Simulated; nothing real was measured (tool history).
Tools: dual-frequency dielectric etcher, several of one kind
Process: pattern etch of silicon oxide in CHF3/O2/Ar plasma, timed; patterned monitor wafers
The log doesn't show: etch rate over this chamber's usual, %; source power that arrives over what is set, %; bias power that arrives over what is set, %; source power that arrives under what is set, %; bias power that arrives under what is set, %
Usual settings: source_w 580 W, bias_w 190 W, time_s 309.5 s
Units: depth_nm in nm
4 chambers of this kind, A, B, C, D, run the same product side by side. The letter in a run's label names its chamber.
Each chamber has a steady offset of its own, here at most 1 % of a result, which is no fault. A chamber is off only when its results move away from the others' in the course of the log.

| run | day | source_w | bias_w | time_s | hours since the last wet clean | hours since the last source power generator calibration | hours since the last bias power generator calibration | read-back reference wafer on the same gauge, depth_nm | depth_nm |
|---|---|---|---|---|---|---|---|---|---|
| 1D | 0.375 | 580 | 190 | 309.5 | 504.4 | 942.4 | 1345.5 | 577.15 | 616.64 |
| 2C | 0.75 | 580 | 190 | 309.5 | 99.7 | 1247.4 | 31.2 | 576.99 | 618.16 |
| 3A | 1.279 | 580 | 190 | 309.5 | 350.1 | 1998.5 | 1098.9 | 577.02 | 613.41 |
| 4B | 1.846 | 580 | 190 | 309.5 | 192.5 | 614.9 | 1780.4 | 576.8 | 610.68 |
| 5D | 2.212 | 580 | 190 | 309.5 | 548.5 | 986.5 | 1389.6 | 576.96 | 616.37 |
| 6C | 2.829 | 580 | 190 | 309.5 | 149.6 | 1297.3 | 81.1 | 576.81 | 618.48 |
| 7A | 3.212 | 580 | 190 | 309.5 | 396.5 | 2044.9 | 1145.3 | 577.09 | 614.09 |
| 8B | 3.7 | 580 | 190 | 309.5 | 237 | 659.4 | 1824.9 | 577.16 | 610.97 |
| 9C | 4.017 | 580 | 190 | 309.5 | 178.1 | 1325.8 | 109.6 | 577.04 | 615.92 |
| 10B | 4.554 | 580 | 190 | 309.5 | 257.5 | 679.9 | 1845.4 | 576.79 | 612.4 |
| 11D | 4.904 | 580 | 190 | 309.5 | 613.1 | 1051.1 | 1454.2 | 577.08 | 615.94 |
| 12A | 5.229 | 580 | 190 | 309.5 | 444.9 | 2093.3 | 1193.7 | 577.21 | 614.78 |
| 13B | 5.846 | 580 | 190 | 381.5 | 288.5 | 710.9 | 1876.4 | 576.85 | 755.5 |
|  | 6.192 | chamber D: bias power generator calibrated |
| 14C | 6.246 | 580 | 190 | 381.5 | 231.6 | 1379.3 | 163.1 | 577.12 | 762.72 |
|  | 6.358 | chamber D: wet clean of the chamber |
|  | 6.396 | chamber A: wet clean of the chamber |
| 15A | 6.821 | 580 | 190 | 381.5 | 10.3 | 2131.5 | 1231.9 | 577.03 | 766.57 |
| 16D | 7.333 | 580 | 190 | 381.5 | 23.4 | 1109.4 | 27.5 | 577.37 | 760.2 |
| 17B | 7.912 | 580 | 155 | 309.5 | 338.1 | 760.5 | 1926 | 577.2 | 571.69 |
| 18C | 8.462 | 580 | 155 | 309.5 | 284.8 | 1432.5 | 216.3 | 576.64 | 579.37 |
| 19A | 8.938 | 580 | 155 | 309.5 | 61.1 | 2182.3 | 1282.7 | 576.89 | 580.78 |
| 20D | 9.392 | 580 | 155 | 309.5 | 72.8 | 1158.8 | 76.9 | 576.87 | 573.62 |
| 21C | 9.838 | 580 | 190 | 309.5 | 317.8 | 1465.5 | 249.3 | 577.09 | 617.95 |
| 22B | 10.212 | 580 | 190 | 309.5 | 393.3 | 815.7 | 1981.2 | 577.07 | 612.6 |
|  | 10.358 | chamber B: wet clean of the chamber |
| 23A | 10.667 | 580 | 190 | 309.5 | 102.6 | 2223.8 | 1324.2 | 576.89 | 621.39 |
| 24D | 11.167 | 580 | 190 | 309.5 | 115.4 | 1201.4 | 119.5 | 577.14 | 614.72 |
| 25D | 11.442 | 580 | 190 | 309.5 | 122 | 1208 | 126.1 | 577.06 | 613.61 |
| 26C | 12.05 | 580 | 190 | 309.5 | 370.9 | 1518.6 | 302.4 | 577.07 | 616.97 |
| 27B | 12.383 | 580 | 190 | 309.5 | 48.6 | 867.8 | 2033.3 | 576.85 | 610.89 |
| 28A | 12.875 | 580 | 190 | 309.5 | 155.6 | 2276.8 | 1377.2 | 577.18 | 623.19 |
| 29D | 13.35 | 580 | 190 | 309.5 | 167.8 | 1253.8 | 171.9 | 577.17 | 617.78 |
| 30B | 13.712 | 580 | 190 | 309.5 | 80.5 | 899.7 | 2065.2 | 577.18 | 614.46 |
| 31C | 14.025 | 580 | 164 | 309.5 | 418.3 | 1566 | 349.8 | 577.3 | 589.89 |
| 32A | 14.492 | 580 | 164 | 309.5 | 194.4 | 2315.6 | 1416 | 576.71 | 594.19 |
| 33C | 14.929 | 580 | 164 | 309.5 | 440 | 1587.7 | 371.5 | 577.13 | 588.79 |
| 34B | 15.233 | 580 | 164 | 309.5 | 117 | 936.2 | 2101.7 | 576.92 | 582.95 |
| 35A | 15.733 | 580 | 190 | 309.5 | 224.2 | 2345.4 | 1445.8 | 576.91 | 622.18 |
| 36D | 16.179 | 580 | 190 | 309.5 | 235.7 | 1321.7 | 239.8 | 577.17 | 614.83 |

Is one chamber off against the others, does the gauge drift, or is nothing wrong? If a chamber is off, say which, and what the likeliest cause is.

A service left chamber A off against the others.
Cause: etch rate over this chamber's usual, % = 1.41.

Here are 4 candidates for chamber A's next run, each the usual settings with a change, their results left as question marks. Which one brings its results back in line with what the others give on the usual settings?
In line means no further than this from the other chambers' mean on the usual settings: depth_nm 4.9 nm
| 37A-1 | 16.629 | 580 | 190 | 306.5 |  |  |  |  | ? |
| 37A-2 | 16.629 | 580 | 191 | 316.5 |  |  |  |  | ? |
| 37A-3 | 16.629 | 580 | 190 | 301.5 |  |  |  |  | ? |
| 37A-4 | 16.629 | 590 | 193 | 309.5 |  |  |  |  | ? |

The other chambers' mean on the usual settings: depth_nm 615.22 nm
| run | depth_nm |
|---|---|
| 37A-1 | 617.52 |
| 37A-2 | 638.81 |
| 37A-3 | 607.44 |
| 37A-4 | 630.98 |
37A-1 brings the chamber back in line.

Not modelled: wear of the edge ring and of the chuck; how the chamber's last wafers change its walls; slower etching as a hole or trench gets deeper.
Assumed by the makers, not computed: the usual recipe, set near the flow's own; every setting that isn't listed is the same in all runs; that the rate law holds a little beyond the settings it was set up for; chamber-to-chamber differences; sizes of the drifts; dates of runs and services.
